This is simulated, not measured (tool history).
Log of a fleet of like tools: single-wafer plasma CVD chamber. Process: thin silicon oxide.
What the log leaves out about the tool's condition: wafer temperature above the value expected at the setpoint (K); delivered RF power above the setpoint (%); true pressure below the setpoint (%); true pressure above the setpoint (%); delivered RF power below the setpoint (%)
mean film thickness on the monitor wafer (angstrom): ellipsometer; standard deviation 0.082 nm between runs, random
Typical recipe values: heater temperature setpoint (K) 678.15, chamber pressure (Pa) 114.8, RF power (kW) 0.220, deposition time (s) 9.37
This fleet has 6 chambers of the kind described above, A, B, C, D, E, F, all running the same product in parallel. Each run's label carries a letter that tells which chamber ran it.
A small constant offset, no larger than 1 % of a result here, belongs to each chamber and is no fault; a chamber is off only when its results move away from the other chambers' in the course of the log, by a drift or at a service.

run   hour  heater temperature setpoint (K)  chamber pressure (Pa)  RF power (kW)  deposition time (s)  hours since the last thermocouple change  hours since the last RF generator calibration  hours since the last manometer calibration  read-back reference wafer on the same gauge, thickness_nm  mean film thickness on the monitor wafer (angstrom)
 1B    5.7                           678.15                  114.8          0.220                 9.37                                    1328.6                                         1028.8                                      1769.7                                                     18.097                                               157.41
 2C   16.0                           678.15                  114.8          0.220                 9.37                                     228.4                                          157.3                                      1529.3                                                     18.108                                               158.98
 3E   25.1                           678.15                  114.8          0.220                 9.37                                     211.4                                          457.5                                      1791.4                                                     18.108                                               161.81
      26.6  -- chamber A: RF generator calibrated
 4A   33.5                           678.15                  114.8          0.220                 9.37                                     400.6                                            6.9                                       791.2                                                     18.112                                               159.16
 5F   40.8                           678.15                  114.8          0.220                 9.37                                     644.3                                         1276.3                                      1168.2                                                     18.088                                               160.40
 6D   50.1                           678.15                  114.8          0.220                 9.37                                    1933.8                                         1026.0                                      1610.3                                                     18.105                                               156.63
      54.8  -- chamber C: capacitance manometer re-zeroed and calibrated
 7B   60.6                           678.15                  114.8          0.220                 9.37                                    1383.5                                         1083.7                                      1824.6                                                     18.099                                               158.70
 8F   71.5                           678.15                  114.8          0.220                 9.37                                     675.0                                         1307.0                                      1198.9                                                     18.098                                               158.11
 9A   80.1                           678.15                  114.8          0.190                11.04                                     447.2                                           53.5                                       837.8                                                     18.120                                               174.66
10D   87.2                           678.15                  114.8          0.190                11.04                                    1970.9                                         1063.1                                      1647.4                                                     18.110                                               173.64
11E   94.4                           678.15                  114.8          0.190                11.04                                     280.7                                          526.8                                      1860.7                                                     18.106                                               175.99
12C  100.2                           678.15                  114.8          0.190                11.04                                     312.6                                          241.5                                        45.4                                                     18.117                                               171.21
13A  110.3                           678.15                  114.8          0.190                11.04                                     477.4                                           83.7                                       868.0                                                     18.098                                               173.35
14D  116.5                           678.15                  114.8          0.190                11.04                                    2000.2                                         1092.4                                      1676.7                                                     18.107                                               173.61
15F  122.2                           678.15                  114.8          0.220                 9.37                                     725.7                                         1357.7                                      1249.6                                                     18.113                                               159.40
16E  132.2                           678.15                  114.8          0.220                 9.37                                     318.5                                          564.6                                      1898.5                                                     18.099                                               159.68
17C  140.2                           678.15                  114.8          0.220                 9.37                                     352.6                                          281.5                                        85.4                                                     18.115                                               158.17
18B  147.0                           678.15                  114.8          0.220                 9.37                                    1469.9                                         1170.1                                      1911.0                                                     18.101                                               158.91
     151.9  -- chamber B: capacitance manometer re-zeroed and calibrated
19A  157.4                           678.15                  114.8          0.220                 9.37                                     524.5                                          130.8                                       915.1                                                     18.106                                               159.47
20B  168.3                           678.15                  114.8          0.220                 9.37                                    1491.2                                         1191.4                                        16.5                                                     18.098                                               158.04
     178.6  -- chamber F: capacitance manometer re-zeroed and calibrated
21E  179.6                           678.15                  114.8          0.220                 9.37                                     365.9                                          612.0                                      1945.9                                                     18.095                                               160.70
22F  185.9                           678.15                  114.8          0.220                 9.37                                     789.4                                         1421.4                                         7.4                                                     18.114                                               148.54
23C  196.0                           678.15                  114.8          0.220                 9.37                                     408.4                                          337.3                                       141.2                                                     18.082                                               158.58
24D  205.3                           678.15                  114.8          0.220                10.64                                    2089.0                                         1181.2                                      1765.5                                                     18.097                                               180.32
25B  210.8                           678.15                  114.8          0.220                10.64                                    1533.7                                         1233.9                                        59.0                                                     18.115                                               179.41
     217.7  -- chamber E: capacitance manometer re-zeroed and calibrated
26D  218.6                           678.15                  114.8          0.220                10.64                                    2102.3                                         1194.5                                      1778.8                                                     18.088                                               180.79
     219.3  -- chamber D: RF generator calibrated
27A  223.8                           678.15                  114.8          0.220                10.64                                     590.9                                          197.2                                       981.5                                                     18.096                                               180.71
28C  230.0                           678.15                  114.8          0.220                10.64                                     442.4                                          371.3                                       175.2                                                     18.099                                               179.83
29F  236.1                           678.15                  114.8          0.220                10.64                                     839.6                                         1471.6                                        57.6                                                     18.102                                               168.31
30E  247.0                           684.15                  114.8          0.235                 9.37                                     433.3                                          679.4                                        29.4                                                     18.090                                               163.28
31F  253.5                           684.15                  114.8          0.235                 9.37                                     857.0                                         1489.0                                        75.0                                                     18.097                                               153.43
32E  263.8                           684.15                  114.8          0.235                 9.37                                     450.1                                          696.2                                        46.2                                                     18.090                                               164.57
     271.9  -- chamber F: RF generator calibrated
33B  273.1                           684.15                  114.8          0.235                 9.37                                    1596.0                                         1296.2                                       121.3                                                     18.092                                               162.87
34D  283.4                           684.15                  114.8          0.235                 9.37                                    2167.1                                           64.2                                      1843.6                                                     18.082                                               161.52
35C  290.0                           684.15                  114.8          0.235                 9.37                                     502.4                                          431.3                                       235.2                                                     18.111                                               162.81
     290.4  -- chamber B: thermocouple changed; heater temperature recalibrated
36A  296.5                           678.15                  114.8          0.220                 9.37                                     663.6                                          269.9                                      1054.2                                                     18.090                                               158.39
37A  305.5                           678.15                  114.8          0.255                 8.08                                     672.6                                          278.9                                      1063.2                                                     18.091                                               148.07
38B  312.4                           678.15                  114.8          0.255                 8.08                                      22.1                                         1335.5                                       160.6                                                     18.108                                               146.27
39E  318.0                           678.15                  114.8          0.255                 8.08                                     504.3                                          750.4                                       100.4                                                     18.102                                               148.59
40D  326.1                           678.15                  114.8          0.255                 8.08                                    2209.8                                          106.9                                      1886.3                                                     18.080                                               146.04
41F  335.0                           678.15                  114.8          0.255                 8.08                                     938.5                                           63.2                                       156.5                                                     18.082                                               137.44
42C  345.7                           678.15                  114.8          0.255                 8.08                                     558.1                                          487.0                                       290.9                                                     18.106                                               146.27
43E  353.7                           678.15                  114.8          0.220                 9.37                                     540.0                                          786.1                                       136.1                                                     18.084                                               160.72
44F  361.2                           678.15                  114.8          0.220                 9.37                                     964.7                                           89.4                                       182.7                                                     18.094                                               149.33

Predict what each chamber gives when all 6 of them run the settings below next.
45A  369.8                           678.15                  114.8          0.220                 9.37                                                                                                                                                                                                                                                    ?
45B  369.8                           678.15                  114.8          0.220                 9.37                                                                                                                                                                                                                                                    ?
45C  369.8                           678.15                  114.8          0.220                 9.37                                                                                                                                                                                                                                                    ?
45D  369.8                           678.15                  114.8          0.220                 9.37                                                                                                                                                                                                                                                    ?
45E  369.8                           678.15                  114.8          0.220                 9.37                                                                                                                                                                                                                                                    ?
45F  369.8                           678.15                  114.8          0.220                 9.37                                                                                                                                                                                                                                                    ?

run  mean film thickness on the monitor wafer (angstrom)
45A                                               159.87
45B                                               158.45
45C                                               159.22
45D                                               158.52
45E                                               161.23
45F                                               147.46
